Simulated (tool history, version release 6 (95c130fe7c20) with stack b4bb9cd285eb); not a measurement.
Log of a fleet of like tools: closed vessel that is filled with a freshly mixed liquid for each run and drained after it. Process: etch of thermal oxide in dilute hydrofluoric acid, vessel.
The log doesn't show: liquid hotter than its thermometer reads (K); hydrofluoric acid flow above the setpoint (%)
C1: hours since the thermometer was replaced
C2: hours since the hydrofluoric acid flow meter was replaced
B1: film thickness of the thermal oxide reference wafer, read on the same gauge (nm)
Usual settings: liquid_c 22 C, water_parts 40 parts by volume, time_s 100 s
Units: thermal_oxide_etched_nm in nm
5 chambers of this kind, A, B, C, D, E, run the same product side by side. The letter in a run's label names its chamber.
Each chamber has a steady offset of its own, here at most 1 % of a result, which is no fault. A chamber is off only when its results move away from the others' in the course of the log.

Run 1B, hour 12.4: usual settings; C1 78.2; C2 307.5; B1 30.063. Result: thermal_oxide_etched_nm 11.1940 nm.
At hour 24.7: chamber E: hydrofluoric acid flow meter replaced.
Run 2E, hour 25.8: usual settings; C1 227.4; C2 1.1; B1 30.038. Result: thermal_oxide_etched_nm 11.1420 nm.
At hour 31.5: chamber A: hydrofluoric acid flow meter replaced.
Run 3A, hour 35.0: usual settings; C1 397.6; C2 3.5; B1 29.981. Result: thermal_oxide_etched_nm 11.2120 nm.
Run 4D, hour 42.7: usual settings; C1 1632.5; C2 1123.1; B1 29.978. Result: thermal_oxide_etched_nm 11.3130 nm.
Run 5C, hour 56.7: usual settings; C1 1447.5; C2 391.2; B1 30.019. Result: thermal_oxide_etched_nm 11.2570 nm.
Run 6B, hour 69.2: usual settings; C1 135.0; C2 364.3; B1 29.979. Result: thermal_oxide_etched_nm 11.2230 nm.
Run 7E, hour 83.7: usual settings; C1 285.3; C2 59.0; B1 30.032. Result: thermal_oxide_etched_nm 11.1930 nm.
Run 8D, hour 95.4: usual settings; C1 1685.2; C2 1175.8; B1 29.996. Result: thermal_oxide_etched_nm 11.3470 nm.
Run 9C, hour 104.7: usual settings; C1 1495.5; C2 439.2; B1 30.019. Result: thermal_oxide_etched_nm 11.1990 nm.
Run 10A, hour 118.3: usual settings; C1 480.9; C2 86.8; B1 30.012. Result: thermal_oxide_etched_nm 11.1710 nm.
Run 11C, hour 128.3: usual settings but water_parts 30 parts by volume, time_s 140 s; C1 1519.1; C2 462.8; B1 30.006. Result: thermal_oxide_etched_nm 21.3440 nm.
Run 12B, hour 142.7: usual settings but water_parts 30 parts by volume, time_s 140 s; C1 208.5; C2 437.8; B1 30.007. Result: thermal_oxide_etched_nm 21.2470 nm.
Run 13A, hour 153.0: usual settings but water_parts 30 parts by volume, time_s 140 s; C1 515.6; C2 121.5; B1 29.997. Result: thermal_oxide_etched_nm 21.2430 nm.
Run 14E, hour 159.9: usual settings but water_parts 30 parts by volume, time_s 140 s; C1 361.5; C2 135.2; B1 29.989. Result: thermal_oxide_etched_nm 21.2340 nm.
Run 15D, hour 168.5: usual settings but water_parts 30 parts by volume, time_s 140 s; C1 1758.3; C2 1248.9; B1 29.996. Result: thermal_oxide_etched_nm 21.2230 nm.
Run 16D, hour 176.9: usual settings; C1 1766.7; C2 1257.3; B1 30.034. Result: thermal_oxide_etched_nm 11.3430 nm.
Run 17C, hour 188.7: usual settings but water_parts 50 parts by volume; C1 1579.5; C2 523.2; B1 29.996. Result: thermal_oxide_etched_nm 8.8867 nm.
Run 18E, hour 201.1: usual settings but water_parts 50 parts by volume; C1 402.7; C2 176.4; B1 29.959. Result: thermal_oxide_etched_nm 8.8281 nm.
Run 19B, hour 209.0: usual settings but water_parts 50 parts by volume; C1 274.8; C2 504.1; B1 29.965. Result: thermal_oxide_etched_nm 8.8605 nm.
Run 20A, hour 222.7: usual settings but water_parts 50 parts by volume; C1 585.3; C2 191.2; B1 29.973. Result: thermal_oxide_etched_nm 8.8430 nm.
Run 21A, hour 229.4: usual settings but water_parts 50 parts by volume; C1 592.0; C2 197.9; B1 29.965. Result: thermal_oxide_etched_nm 8.8804 nm.
Run 22C, hour 239.4: usual settings; C1 1630.2; C2 573.9; B1 30.014. Result: thermal_oxide_etched_nm 11.2180 nm.
At hour 244.4: chamber D: thermometer replaced.
Run 23E, hour 252.6: usual settings; C1 454.2; C2 227.9; B1 29.960. Result: thermal_oxide_etched_nm 11.2050 nm.
Run 24D, hour 262.8: usual settings but water_parts 25 parts by volume, time_s 65 s; C1 18.5; C2 1343.2; B1 29.987. Result: thermal_oxide_etched_nm 11.8170 nm.
Run 25B, hour 270.4: usual settings but water_parts 25 parts by volume, time_s 65 s; C1 336.2; C2 565.5; B1 29.979. Result: thermal_oxide_etched_nm 11.8660 nm.
Run 26E, hour 276.9: usual settings but water_parts 25 parts by volume, time_s 65 s; C1 478.5; C2 252.2; B1 30.034. Result: thermal_oxide_etched_nm 11.9440 nm.
Run 27B, hour 288.4: usual settings but water_parts 25 parts by volume, time_s 65 s; C1 354.2; C2 583.5; B1 29.997. Result: thermal_oxide_etched_nm 11.8880 nm.
Run 28A, hour 299.7: usual settings but water_parts 25 parts by volume, time_s 65 s; C1 662.3; C2 268.2; B1 29.999. Result: thermal_oxide_etched_nm 11.9440 nm.
Run 29C, hour 311.1: usual settings; C1 1701.9; C2 645.6; B1 30.051. Result: thermal_oxide_etched_nm 11.2990 nm.
Run 30D, hour 320.2: usual settings; C1 75.9; C2 1400.6; B1 30.019. Result: thermal_oxide_etched_nm 11.2980 nm.
Run 31D, hour 327.2: usual settings; C1 82.9; C2 1407.6; B1 29.937. Result: thermal_oxide_etched_nm 11.3030 nm.
Run 32C, hour 335.9: usual settings; C1 1726.7; C2 670.4; B1 29.987. Result: thermal_oxide_etched_nm 11.2610 nm.
Run 33B, hour 348.8: usual settings; C1 414.6; C2 643.9; B1 30.033. Result: thermal_oxide_etched_nm 11.1830 nm.
Run 34A, hour 362.4: usual settings; C1 725.0; C2 330.9; B1 29.971. Result: thermal_oxide_etched_nm 11.2170 nm.

What goes on in this fleet: one chamber off, a drifting gauge, or nothing beyond the chambers' own small offsets? Name the chamber and the cause, if any.

No chamber stands off beyond its own small offset, and the gauge holds steady.

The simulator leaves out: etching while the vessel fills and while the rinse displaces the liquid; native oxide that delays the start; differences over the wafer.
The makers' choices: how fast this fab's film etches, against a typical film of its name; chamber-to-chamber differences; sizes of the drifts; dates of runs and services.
